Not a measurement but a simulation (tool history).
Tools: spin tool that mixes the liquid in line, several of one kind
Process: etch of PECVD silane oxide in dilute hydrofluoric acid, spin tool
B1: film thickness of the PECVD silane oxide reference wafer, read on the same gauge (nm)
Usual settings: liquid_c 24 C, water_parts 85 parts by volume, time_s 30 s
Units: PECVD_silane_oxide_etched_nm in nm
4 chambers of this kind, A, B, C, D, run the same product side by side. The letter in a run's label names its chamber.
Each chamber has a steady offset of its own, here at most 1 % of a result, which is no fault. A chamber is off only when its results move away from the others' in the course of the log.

{"run": "1A", "hour": 5.2, "liquid_c": 24, "water_parts": 85, "time_s": 30, "B1": 140.01, "PECVD_silane_oxide_etched_nm": 9.1662}
{"hour": 9.8, "done": "chamber C: thermometer replaced"}
{"run": "2D", "hour": 9.8, "liquid_c": 24, "water_parts": 85, "time_s": 30, "B1": 140.0, "PECVD_silane_oxide_etched_nm": 9.1403}
{"run": "3C", "hour": 14.6, "liquid_c": 24, "water_parts": 85, "time_s": 30, "B1": 140.01, "PECVD_silane_oxide_etched_nm": 9.1257}
{"run": "4B", "hour": 19.4, "liquid_c": 24, "water_parts": 85, "time_s": 30, "B1": 140.0, "PECVD_silane_oxide_etched_nm": 9.2414}
{"run": "5D", "hour": 24.4, "liquid_c": 24, "water_parts": 85, "time_s": 30, "B1": 139.99, "PECVD_silane_oxide_etched_nm": 9.1225}
{"run": "6A", "hour": 28.2, "liquid_c": 24, "water_parts": 85, "time_s": 30, "B1": 139.99, "PECVD_silane_oxide_etched_nm": 9.2516}
{"run": "7C", "hour": 32.9, "liquid_c": 24, "water_parts": 85, "time_s": 30, "B1": 139.99, "PECVD_silane_oxide_etched_nm": 9.1087}
{"run": "8B", "hour": 36.6, "liquid_c": 24, "water_parts": 55, "time_s": 30, "B1": 140.03, "PECVD_silane_oxide_etched_nm": 14.696}
{"run": "9C", "hour": 40.6, "liquid_c": 24, "water_parts": 55, "time_s": 30, "B1": 140.04, "PECVD_silane_oxide_etched_nm": 14.753}
{"run": "10D", "hour": 45.3, "liquid_c": 24, "water_parts": 55, "time_s": 30, "B1": 139.99, "PECVD_silane_oxide_etched_nm": 14.561}
{"run": "11B", "hour": 50.0, "liquid_c": 24, "water_parts": 55, "time_s": 30, "B1": 140.01, "PECVD_silane_oxide_etched_nm": 14.826}
{"run": "12A", "hour": 54.9, "liquid_c": 24, "water_parts": 85, "time_s": 30, "B1": 140.0, "PECVD_silane_oxide_etched_nm": 9.1541}
{"run": "13C", "hour": 58.2, "liquid_c": 24, "water_parts": 85, "time_s": 30, "B1": 140.0, "PECVD_silane_oxide_etched_nm": 9.1543}
{"run": "14B", "hour": 62.3, "liquid_c": 24, "water_parts": 85, "time_s": 30, "B1": 140.0, "PECVD_silane_oxide_etched_nm": 9.1895}
{"run": "15D", "hour": 65.5, "liquid_c": 24, "water_parts": 85, "time_s": 30, "B1": 139.99, "PECVD_silane_oxide_etched_nm": 9.1909}
{"run": "16A", "hour": 69.1, "liquid_c": 24, "water_parts": 85, "time_s": 30, "B1": 139.99, "PECVD_silane_oxide_etched_nm": 9.1896}
{"run": "17B", "hour": 74.2, "liquid_c": 24, "water_parts": 85, "time_s": 30, "B1": 140.0, "PECVD_silane_oxide_etched_nm": 9.1353}
{"run": "18A", "hour": 78.3, "liquid_c": 24, "water_parts": 85, "time_s": 30, "B1": 139.97, "PECVD_silane_oxide_etched_nm": 9.2415}
{"run": "19D", "hour": 82.6, "liquid_c": 24, "water_parts": 85, "time_s": 30, "B1": 139.97, "PECVD_silane_oxide_etched_nm": 9.141}
{"hour": 84.8, "done": "chamber B: thermometer replaced"}
{"run": "20C", "hour": 85.6, "liquid_c": 24, "water_parts": 85, "time_s": 30, "B1": 139.99, "PECVD_silane_oxide_etched_nm": 9.0953}
{"run": "21C", "hour": 90.1, "liquid_c": 24, "water_parts": 85, "time_s": 30, "B1": 140.0, "PECVD_silane_oxide_etched_nm": 9.1589}
{"run": "22D", "hour": 93.7, "liquid_c": 24, "water_parts": 85, "time_s": 30, "B1": 140.03, "PECVD_silane_oxide_etched_nm": 9.2184}
{"run": "23B", "hour": 96.7, "liquid_c": 24, "water_parts": 85, "time_s": 30, "B1": 140.0, "PECVD_silane_oxide_etched_nm": 9.113}
{"run": "24A", "hour": 99.2, "liquid_c": 24, "water_parts": 85, "time_s": 30, "B1": 139.99, "PECVD_silane_oxide_etched_nm": 9.1057}
{"run": "25C", "hour": 102.7, "liquid_c": 24, "water_parts": 85, "time_s": 30, "B1": 140.01, "PECVD_silane_oxide_etched_nm": 9.2184}
{"run": "26B", "hour": 106.5, "liquid_c": 24, "water_parts": 85, "time_s": 30, "B1": 140.01, "PECVD_silane_oxide_etched_nm": 9.0815}
{"run": "27D", "hour": 110.9, "liquid_c": 24, "water_parts": 85, "time_s": 30, "B1": 139.98, "PECVD_silane_oxide_etched_nm": 9.231}
{"run": "28A", "hour": 114.9, "liquid_c": 24, "water_parts": 85, "time_s": 30, "B1": 139.98, "PECVD_silane_oxide_etched_nm": 9.0592}
{"run": "29A", "hour": 118.0, "liquid_c": 24, "water_parts": 85, "time_s": 30, "B1": 140.0, "PECVD_silane_oxide_etched_nm": 9.1762}
{"run": "30B", "hour": 123.0, "liquid_c": 24, "water_parts": 85, "time_s": 30, "B1": 140.02, "PECVD_silane_oxide_etched_nm": 8.992}
{"run": "31D", "hour": 126.5, "liquid_c": 24, "water_parts": 85, "time_s": 30, "B1": 140.02, "PECVD_silane_oxide_etched_nm": 9.1171}
{"run": "32C", "hour": 128.7, "liquid_c": 24, "water_parts": 85, "time_s": 30, "B1": 139.99, "PECVD_silane_oxide_etched_nm": 9.1294}
{"run": "33D", "hour": 133.4, "liquid_c": 24, "water_parts": 85, "time_s": 30, "B1": 139.99, "PECVD_silane_oxide_etched_nm": 9.1999}
{"run": "34C", "hour": 138.4, "liquid_c": 29, "water_parts": 85, "time_s": 30, "B1": 139.99, "PECVD_silane_oxide_etched_nm": 11.11}
{"run": "35B", "hour": 143.3, "liquid_c": 29, "water_parts": 85, "time_s": 30, "B1": 139.99, "PECVD_silane_oxide_etched_nm": 11.149}
{"run": "36A", "hour": 147.0, "liquid_c": 29, "water_parts": 85, "time_s": 30, "B1": 140.0, "PECVD_silane_oxide_etched_nm": 11.107}

All 4 chambers run these settings next. Forecast each chamber's results:
{"run": "37A", "hour": 150.7, "liquid_c": 24, "water_parts": 85, "time_s": 30, "PECVD_silane_oxide_etched_nm": "?"}
{"run": "37B", "hour": 150.7, "liquid_c": 24, "water_parts": 85, "time_s": 30, "PECVD_silane_oxide_etched_nm": "?"}
{"run": "37C", "hour": 150.7, "liquid_c": 24, "water_parts": 85, "time_s": 30, "PECVD_silane_oxide_etched_nm": "?"}
{"run": "37D", "hour": 150.7, "liquid_c": 24, "water_parts": 85, "time_s": 30, "PECVD_silane_oxide_etched_nm": "?"}

run=37A PECVD_silane_oxide_etched_nm=9.1333
run=37B PECVD_silane_oxide_etched_nm=9.1636
run=37C PECVD_silane_oxide_etched_nm=9.1217
run=37D PECVD_silane_oxide_etched_nm=9.2259

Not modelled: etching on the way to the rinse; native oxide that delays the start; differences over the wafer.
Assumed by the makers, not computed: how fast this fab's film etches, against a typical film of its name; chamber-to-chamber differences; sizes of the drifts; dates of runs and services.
